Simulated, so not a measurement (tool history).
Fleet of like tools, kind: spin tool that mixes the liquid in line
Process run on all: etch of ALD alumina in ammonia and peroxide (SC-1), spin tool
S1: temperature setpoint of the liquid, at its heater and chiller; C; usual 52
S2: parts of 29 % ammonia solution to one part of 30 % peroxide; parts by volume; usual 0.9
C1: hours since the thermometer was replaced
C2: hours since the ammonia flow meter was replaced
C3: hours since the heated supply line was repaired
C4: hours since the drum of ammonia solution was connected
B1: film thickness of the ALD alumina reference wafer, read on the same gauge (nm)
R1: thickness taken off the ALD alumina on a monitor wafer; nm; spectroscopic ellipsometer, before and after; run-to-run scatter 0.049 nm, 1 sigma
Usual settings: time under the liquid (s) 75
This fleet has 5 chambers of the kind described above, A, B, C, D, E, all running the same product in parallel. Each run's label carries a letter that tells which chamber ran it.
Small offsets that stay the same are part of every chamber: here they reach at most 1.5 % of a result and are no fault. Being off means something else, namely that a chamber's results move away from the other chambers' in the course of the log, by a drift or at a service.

run 1A hour=8.2 | S1=52 S2=0.9 time_under_the_liquid_(s)=75 | C1=1379.9 C2=521.8 C3=3182.7 C4=178.5 | B1=89.986 | R1=5.3552
run 2C hour=15.5 | S1=52 S2=0.9 time_under_the_liquid_(s)=75 | C1=1969.6 C2=353.7 C3=928.1 C4=900.2 | B1=89.959 | R1=5.3905
run 3D hour=22.9 | S1=52 S2=0.9 time_under_the_liquid_(s)=75 | C1=468.1 C2=182.4 C3=710.9 C4=200.4 | B1=89.998 | R1=5.3292
run 4B hour=33.3 | S1=52 S2=0.9 time_under_the_liquid_(s)=75 | C1=72.8 C2=132.5 C3=1592.4 C4=75.1 | B1=89.988 | R1=5.3242
run 5E hour=38.4 | S1=52 S2=0.9 time_under_the_liquid_(s)=75 | C1=630.2 C2=708.6 C3=900.6 C4=247.3 | B1=90.005 | R1=5.3574
run 6B hour=45.8 | S1=52 S2=0.9 time_under_the_liquid_(s)=75 | C1=85.3 C2=145.0 C3=1604.9 C4=87.6 | B1=89.959 | R1=5.2498
run 7D hour=52.4 | S1=52 S2=0.9 time_under_the_liquid_(s)=75 | C1=497.6 C2=211.9 C3=740.4 C4=229.9 | B1=90.020 | R1=5.2624
run 8A hour=58.8 | S1=52 S2=0.9 time_under_the_liquid_(s)=75 | C1=1430.5 C2=572.4 C3=3233.3 C4=229.1 | B1=89.976 | R1=5.3152
run 9C hour=63.7 | S1=52 S2=0.9 time_under_the_liquid_(s)=75 | C1=2017.8 C2=401.9 C3=976.3 C4=948.4 | B1=89.985 | R1=5.4478
run 10E hour=68.7 | S1=52 S2=0.9 time_under_the_liquid_(s)=75 | C1=660.5 C2=738.9 C3=930.9 C4=277.6 | B1=89.982 | R1=5.2669
run 11C hour=73.5 | S1=52 S2=0.9 time_under_the_liquid_(s)=75 | C1=2027.6 C2=411.7 C3=986.1 C4=958.2 | B1=89.961 | R1=5.4433
run 12D hour=81.3 | S1=52 S2=0.9 time_under_the_liquid_(s)=75 | C1=526.5 C2=240.8 C3=769.3 C4=258.8 | B1=90.033 | R1=5.2410
run 13B hour=90.7 | S1=52 S2=0.9 time_under_the_liquid_(s)=75 | C1=130.2 C2=189.9 C3=1649.8 C4=132.5 | B1=89.982 | R1=5.1975
run 14A hour=99.0 | S1=52 S2=0.9 time_under_the_liquid_(s)=75 | C1=1470.7 C2=612.6 C3=3273.5 C4=269.3 | B1=89.988 | R1=5.3382
run 15E hour=104.5 | S1=52 S2=0.9 time_under_the_liquid_(s)=75 | C1=696.3 C2=774.7 C3=966.7 C4=313.4 | B1=89.980 | R1=5.1532
-- hour=108.3 chamber A: new drum of ammonia solution connected
run 16E hour=112.1 | S1=52 S2=0.9 time_under_the_liquid_(s)=75 | C1=703.9 C2=782.3 C3=974.3 C4=321.0 | B1=90.008 | R1=5.1866
run 17B hour=120.6 | S1=52 S2=0.9 time_under_the_liquid_(s)=75 | C1=160.1 C2=219.8 C3=1679.7 C4=162.4 | B1=90.013 | R1=5.2879
run 18A hour=126.8 | S1=52 S2=0.9 time_under_the_liquid_(s)=75 | C1=1498.5 C2=640.4 C3=3301.3 C4=18.5 | B1=89.959 | R1=5.2519
run 19D hour=132.9 | S1=48 S2=0.9 time_under_the_liquid_(s)=75 | C1=578.1 C2=292.4 C3=820.9 C4=310.4 | B1=89.964 | R1=4.3044
run 20C hour=143.0 | S1=48 S2=0.9 time_under_the_liquid_(s)=75 | C1=2097.1 C2=481.2 C3=1055.6 C4=1027.7 | B1=89.985 | R1=4.3750
-- hour=145.2 chamber E: new drum of ammonia solution connected
run 21C hour=149.7 | S1=48 S2=0.9 time_under_the_liquid_(s)=75 | C1=2103.8 C2=487.9 C3=1062.3 C4=1034.4 | B1=89.982 | R1=4.3155
run 22A hour=158.0 | S1=48 S2=0.9 time_under_the_liquid_(s)=75 | C1=1529.7 C2=671.6 C3=3332.5 C4=49.7 | B1=90.039 | R1=4.1974
-- hour=158.7 chamber A: ammonia flow meter replaced
run 23E hour=164.5 | S1=48 S2=0.9 time_under_the_liquid_(s)=75 | C1=756.3 C2=834.7 C3=1026.7 C4=19.4 | B1=89.987 | R1=4.0352
run 24D hour=173.8 | S1=52 S2=0.9 time_under_the_liquid_(s)=75 | C1=619.0 C2=333.3 C3=861.8 C4=351.3 | B1=89.993 | R1=5.3394
run 25B hour=180.4 | S1=60 S2=0.9 time_under_the_liquid_(s)=75 | C1=219.9 C2=279.6 C3=1739.5 C4=222.2 | B1=89.979 | R1=7.9160
run 26B hour=189.1 | S1=60 S2=0.9 time_under_the_liquid_(s)=75 | C1=228.6 C2=288.3 C3=1748.2 C4=230.9 | B1=90.013 | R1=8.0177
run 27E hour=198.8 | S1=60 S2=0.9 time_under_the_liquid_(s)=75 | C1=790.6 C2=869.0 C3=1061.0 C4=53.7 | B1=89.985 | R1=7.6258
run 28C hour=208.0 | S1=60 S2=0.9 time_under_the_liquid_(s)=75 | C1=2162.1 C2=546.2 C3=1120.6 C4=1092.7 | B1=89.999 | R1=8.3929
run 29A hour=217.1 | S1=60 S2=0.9 time_under_the_liquid_(s)=75 | C1=1588.8 C2=58.4 C3=3391.6 C4=108.8 | B1=89.970 | R1=8.0939
run 30D hour=221.9 | S1=52 S2=0.9 time_under_the_liquid_(s)=75 | C1=667.1 C2=381.4 C3=909.9 C4=399.4 | B1=89.963 | R1=5.2569
run 31A hour=228.9 | S1=52 S2=0.9 time_under_the_liquid_(s)=75 | C1=1600.6 C2=70.2 C3=3403.4 C4=120.6 | B1=89.983 | R1=5.3182
run 32D hour=234.0 | S1=52 S2=0.9 time_under_the_liquid_(s)=75 | C1=679.2 C2=393.5 C3=922.0 C4=411.5 | B1=89.989 | R1=5.3570
run 33B hour=239.9 | S1=52 S2=0.9 time_under_the_liquid_(s)=75 | C1=279.4 C2=339.1 C3=1799.0 C4=281.7 | B1=89.974 | R1=5.2718
run 34C hour=249.4 | S1=52 S2=0.9 time_under_the_liquid_(s)=75 | C1=2203.5 C2=587.6 C3=1162.0 C4=1134.1 | B1=90.026 | R1=5.4079
run 35E hour=256.1 | S1=52 S2=0.9 time_under_the_liquid_(s)=75 | C1=847.9 C2=926.3 C3=1118.3 C4=111.0 | B1=90.001 | R1=4.7882
run 36D hour=266.4 | S1=52 S2=0.9 time_under_the_liquid_(s)=75 | C1=711.6 C2=425.9 C3=954.4 C4=443.9 | B1=90.011 | R1=5.3227

Does one chamber stand apart from the rest, does the shared gauge drift, or is all well apart from small per-chamber offsets? Give the chamber and the most likely cause, where there is one.

Chamber E drifts away from the others.
Most likely cause: liquid colder than its thermometer reads (K) = 2.13.
The log may not separate it from: temperature lost on the way to the wafer (K).

Here are 4 candidates for chamber E's next run, each the usual settings with a change, their results left as question marks. Which one brings its results back in line with what the others give on the usual settings?
To be in line, a result may differ from the other chambers' mean on the usual settings by at most: R1 0.1700 nm
run 37E-1 hour=274.2 | S1=53.0 S2=0.9 time_under_the_liquid_(s)=80 | R1=?
run 37E-2 hour=274.2 | S1=52.0 S2=0.9 time_under_the_liquid_(s)=60 | R1=?
run 37E-3 hour=274.2 | S1=53.5 S2=0.9 time_under_the_liquid_(s)=85 | R1=?
run 37E-4 hour=274.2 | S1=51.0 S2=0.9 time_under_the_liquid_(s)=70 | R1=?

Average result of the remaining chambers running the usual settings: R1 5.3291 nm
run=37E-1 R1=5.3648
run=37E-2 R1=3.8047
run=37E-3 R1=5.8609
run=37E-4 R1=4.1980
37E-1 brings the chamber back in line.
